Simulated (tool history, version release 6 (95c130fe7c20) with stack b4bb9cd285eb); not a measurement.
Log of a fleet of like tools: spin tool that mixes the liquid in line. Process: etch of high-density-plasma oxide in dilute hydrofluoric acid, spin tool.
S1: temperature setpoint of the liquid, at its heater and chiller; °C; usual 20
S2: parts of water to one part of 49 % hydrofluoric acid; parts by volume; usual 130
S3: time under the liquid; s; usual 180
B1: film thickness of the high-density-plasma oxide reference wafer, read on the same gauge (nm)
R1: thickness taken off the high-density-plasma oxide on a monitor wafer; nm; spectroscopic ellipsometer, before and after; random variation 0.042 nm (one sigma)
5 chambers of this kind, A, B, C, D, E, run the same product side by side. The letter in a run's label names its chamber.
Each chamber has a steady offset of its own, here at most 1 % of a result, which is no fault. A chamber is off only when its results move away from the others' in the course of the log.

run,hour,S1,S2,S3,B1,R1
1A,4.6,20,130,180,50.003,5.7857
2D,10.5,20,130,180,50,5.8292
3B,15.2,20,130,180,49.958,5.8354
4C,20.2,20,130,180,50.016,5.7296
5E,26.4,17.5,180,180,49.984,3.5603
6A,30.8,17.5,180,180,49.957,3.5931
7D,34.9,17.5,180,180,49.978,3.6094
8B,40,17.5,180,180,49.949,3.5633
9C,45.4,17.5,180,180,50.017,3.6001
10E,51.8,17,130,90,50.023,2.6014
11A,57.2,17,130,90,50.001,2.5672
12E,62,17,130,90,50.022,2.5858
13B,69,17,130,90,50.006,2.5599
14D,72.7,17,130,90,49.982,2.5759
15C,79.8,20,130,180,50.022,5.8214
16D,87.1,20,130,180,50.037,5.7464
17B,93.1,20,130,95,49.994,3.0519
18C,99.1,20,130,95,49.976,3.0534
19E,104.6,20,130,95,49.966,3.1006
20A,109.6,20,130,95,49.993,3.0932
21E,116.9,20,130,95,49.965,3.066
22D,120.7,20,130,125,50.009,3.9196
23C,126.6,20,130,125,50.038,4.012
24A,131,20,130,125,50.027,4.0299
25B,135.8,20,130,125,50.041,4.0496
26B,143.4,20,130,125,49.986,3.9976
27D,150.6,20,130,180,49.992,5.6364
28C,157.4,20,130,180,49.943,5.7124
29A,163.3,20,130,180,49.949,5.8478
30E,168.8,20,130,180,50.064,5.7602
# hour 171.8: chamber B: thermometer replaced
31B,173.9,20,130,180,49.997,5.833
32E,181.5,20,130,180,49.983,5.7811
33A,189.4,20,130,180,49.98,5.7777
34C,196.5,20,130,180,50.033,5.7548
35D,203,20,130,180,50.043,5.4382
36D,208.2,20,130,180,50,5.4467
37B,214.8,20,130,180,50.013,5.8848
38A,218.8,20,130,180,50.017,5.8237
39E,226.3,20,130,180,49.944,5.9067
40C,230.1,20,130,180,50.007,5.8097

What goes on in this fleet: one chamber off, a drifting gauge, or nothing beyond the chambers' own small offsets? Name the chamber and the cause, if any.

Chamber D drifts away from the others.
Cause: liquid colder than its thermometer reads (K) = 2.
The log may not tell that from: hydrofluoric acid flow below the setpoint (%).

Here are 4 candidates for chamber D's next run, each the usual settings with a change, their results left as question marks. Which one brings its results back in line with what the others give on the usual settings?
In line means no further than this from the other chambers' mean on the usual settings: R1 0.15 nm
41D-1,235.7,19.5,130,160,,?
41D-2,235.7,23,130,180,,?
41D-3,235.7,20,135,175,,?
41D-4,235.7,20,125,185,,?

The other chambers' mean on the usual settings: R1 5.8019 nm
run,R1
41D-1,4.6879
41D-2,6.0908
41D-3,5.0171
41D-4,5.7864
41D-4 brings the chamber back in line.

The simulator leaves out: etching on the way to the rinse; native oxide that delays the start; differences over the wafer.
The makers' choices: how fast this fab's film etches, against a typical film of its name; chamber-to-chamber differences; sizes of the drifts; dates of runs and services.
